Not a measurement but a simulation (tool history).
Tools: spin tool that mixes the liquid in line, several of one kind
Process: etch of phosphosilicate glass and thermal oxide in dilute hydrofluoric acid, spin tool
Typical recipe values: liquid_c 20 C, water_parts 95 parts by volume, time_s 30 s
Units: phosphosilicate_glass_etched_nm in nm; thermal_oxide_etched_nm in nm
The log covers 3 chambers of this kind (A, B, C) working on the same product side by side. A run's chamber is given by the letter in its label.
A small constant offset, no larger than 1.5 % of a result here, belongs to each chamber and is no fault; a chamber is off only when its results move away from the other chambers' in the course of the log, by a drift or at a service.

| run | day | liquid_c | water_parts | time_s | hours since the thermometer was replaced | hours since the hydrofluoric acid flow meter was replaced | read-back film thickness of the phosphosilicate glass reference wafer, read on the same gauge (nm) | read-back film thickness of the thermal oxide reference wafer, read on the same gauge (nm) | phosphosilicate_glass_etched_nm | thermal_oxide_etched_nm |
|---|---|---|---|---|---|---|---|---|---|---|
| 1B | 0.367 | 20 | 95 | 30 | 350.6 | 1090.2 | 30.001 | 39.992 | 40.236 | 1.28860 |
|  | 0.725 | chamber A: hydrofluoric acid flow meter replaced |
| 2A | 0.925 | 20 | 95 | 30 | 2892.8 | 4.9 | 30.008 | 39.986 | 39.815 | 1.33150 |
|  | 1.029 | chamber B: hydrofluoric acid flow meter replaced |
| 3C | 1.179 | 20 | 95 | 30 | 2648.9 | 1443.7 | 30.006 | 40.001 | 39.681 | 1.30910 |
| 4A | 1.704 | 20 | 95 | 30 | 2911.5 | 23.6 | 29.985 | 39.983 | 40.289 | 1.28470 |
| 5B | 2.188 | 20 | 95 | 45 | 394.3 | 27.8 | 30.008 | 40.014 | 60.230 | 1.87230 |
| 6C | 2.454 | 20 | 95 | 45 | 2679.5 | 1474.3 | 30.011 | 40.018 | 59.938 | 1.87100 |
|  | 2.733 | chamber A: thermometer replaced |
| 7C | 2.771 | 20 | 95 | 45 | 2687.1 | 1481.9 | 29.975 | 39.990 | 59.896 | 1.87540 |
| 8A | 3.050 | 20 | 95 | 30 | 7.7 | 55.9 | 29.998 | 39.986 | 40.115 | 1.27770 |
| 9B | 3.504 | 20 | 95 | 30 | 425.9 | 59.4 | 29.978 | 39.993 | 39.873 | 1.30790 |
| 10B | 3.788 | 20 | 95 | 30 | 432.7 | 66.2 | 30.002 | 39.986 | 40.136 | 1.28610 |
| 11A | 4.179 | 20 | 95 | 30 | 34.8 | 83.0 | 30.002 | 39.992 | 39.340 | 1.31880 |
| 12C | 4.471 | 20 | 95 | 30 | 2727.9 | 1522.7 | 29.978 | 39.989 | 39.334 | 1.29490 |
|  | 4.654 | chamber C: thermometer replaced |
| 13B | 4.942 | 20 | 95 | 30 | 460.4 | 93.9 | 29.991 | 40.001 | 40.123 | 1.27970 |
| 14A | 5.192 | 24 | 120 | 30 | 59.1 | 107.3 | 30.005 | 40.005 | 35.891 | 1.11180 |
| 15C | 5.504 | 24 | 120 | 30 | 20.4 | 1547.5 | 30.008 | 40.008 | 35.221 | 1.18920 |
| 16B | 5.983 | 24 | 120 | 30 | 485.4 | 118.9 | 30.002 | 40.004 | 35.957 | 1.17450 |
| 17C | 6.367 | 20 | 95 | 30 | 41.1 | 1568.2 | 30.008 | 39.991 | 39.553 | 1.25490 |
| 18A | 6.888 | 20 | 95 | 30 | 99.8 | 148.0 | 30.003 | 40.010 | 40.374 | 1.27260 |
| 19A | 7.450 | 20 | 95 | 30 | 113.3 | 161.5 | 30.000 | 40.011 | 40.079 | 1.21030 |
| 20B | 7.846 | 20 | 95 | 30 | 530.1 | 163.6 | 29.991 | 40.017 | 40.323 | 1.30080 |
| 21C | 8.192 | 20 | 95 | 30 | 84.9 | 1612.0 | 30.005 | 40.000 | 39.867 | 1.27420 |
| 22B | 8.529 | 20 | 95 | 30 | 546.5 | 180.0 | 30.009 | 39.999 | 40.174 | 1.27270 |
| 23A | 8.842 | 20 | 95 | 30 | 146.7 | 194.9 | 30.004 | 39.995 | 40.479 | 1.29910 |
| 24C | 9.238 | 20 | 95 | 30 | 110.0 | 1637.1 | 29.989 | 39.995 | 39.451 | 1.24880 |
| 25A | 9.754 | 20 | 95 | 30 | 168.6 | 216.8 | 30.016 | 40.006 | 39.684 | 1.26280 |
| 26C | 10.142 | 20 | 95 | 30 | 131.7 | 1658.8 | 30.006 | 40.020 | 40.116 | 1.28160 |
| 27B | 10.508 | 20 | 95 | 30 | 594.0 | 227.5 | 30.008 | 39.989 | 40.054 | 1.27300 |
| 28A | 10.975 | 22 | 120 | 30 | 197.9 | 246.1 | 29.998 | 40.003 | 33.235 | 1.06620 |
| 29B | 11.388 | 22 | 120 | 30 | 615.1 | 248.6 | 30.011 | 40.016 | 33.494 | 1.05730 |
| 30C | 11.950 | 22 | 120 | 30 | 175.1 | 1702.2 | 30.001 | 39.994 | 32.668 | 1.07110 |
| 31B | 12.275 | 20 | 95 | 30 | 636.4 | 269.9 | 29.964 | 40.012 | 40.073 | 1.28250 |
| 32A | 12.838 | 20 | 130 | 45 | 242.6 | 290.8 | 30.019 | 39.981 | 42.247 | 1.34160 |
| 33C | 13.362 | 20 | 130 | 45 | 209.0 | 1736.1 | 30.015 | 39.984 | 41.996 | 1.29540 |
| 34B | 13.621 | 20 | 130 | 45 | 668.7 | 302.2 | 29.989 | 39.994 | 42.331 | 1.32320 |
| 35A | 13.938 | 20 | 95 | 30 | 269.0 | 317.2 | 30.010 | 40.016 | 39.525 | 1.30530 |
| 36C | 14.317 | 20 | 95 | 30 | 231.9 | 1759.0 | 29.957 | 39.996 | 40.158 | 1.30440 |
| 37C | 14.721 | 20 | 95 | 30 | 241.6 | 1768.7 | 30.025 | 39.978 | 39.613 | 1.24620 |
| 38B | 15.221 | 20 | 95 | 30 | 707.1 | 340.6 | 29.972 | 40.006 | 40.000 | 1.28180 |
| 39A | 15.517 | 20 | 115 | 15 | 306.9 | 355.1 | 29.961 | 39.980 | 16.052 | 0.54037 |
| 40B | 15.783 | 20 | 115 | 15 | 720.6 | 354.1 | 30.024 | 40.000 | 16.299 | 0.53033 |
| 41C | 16.075 | 20 | 115 | 15 | 274.1 | 1801.2 | 30.005 | 40.000 | 15.838 | 0.52455 |
| 42A | 16.538 | 20 | 95 | 30 | 331.4 | 379.6 | 30.009 | 40.000 | 40.203 | 1.22660 |
| 43B | 16.821 | 17 | 95 | 15 | 745.5 | 379.0 | 30.002 | 40.015 | 17.664 | 0.57913 |
| 44C | 17.317 | 17 | 95 | 15 | 303.9 | 1831.0 | 29.976 | 39.995 | 17.578 | 0.57110 |

One chamber off, gauge drift, or nothing amiss beyond the chambers' own small offsets? If it is a chamber, which one, and what is the likeliest cause?

No chamber stands off beyond its own small offset, and the gauge holds steady.
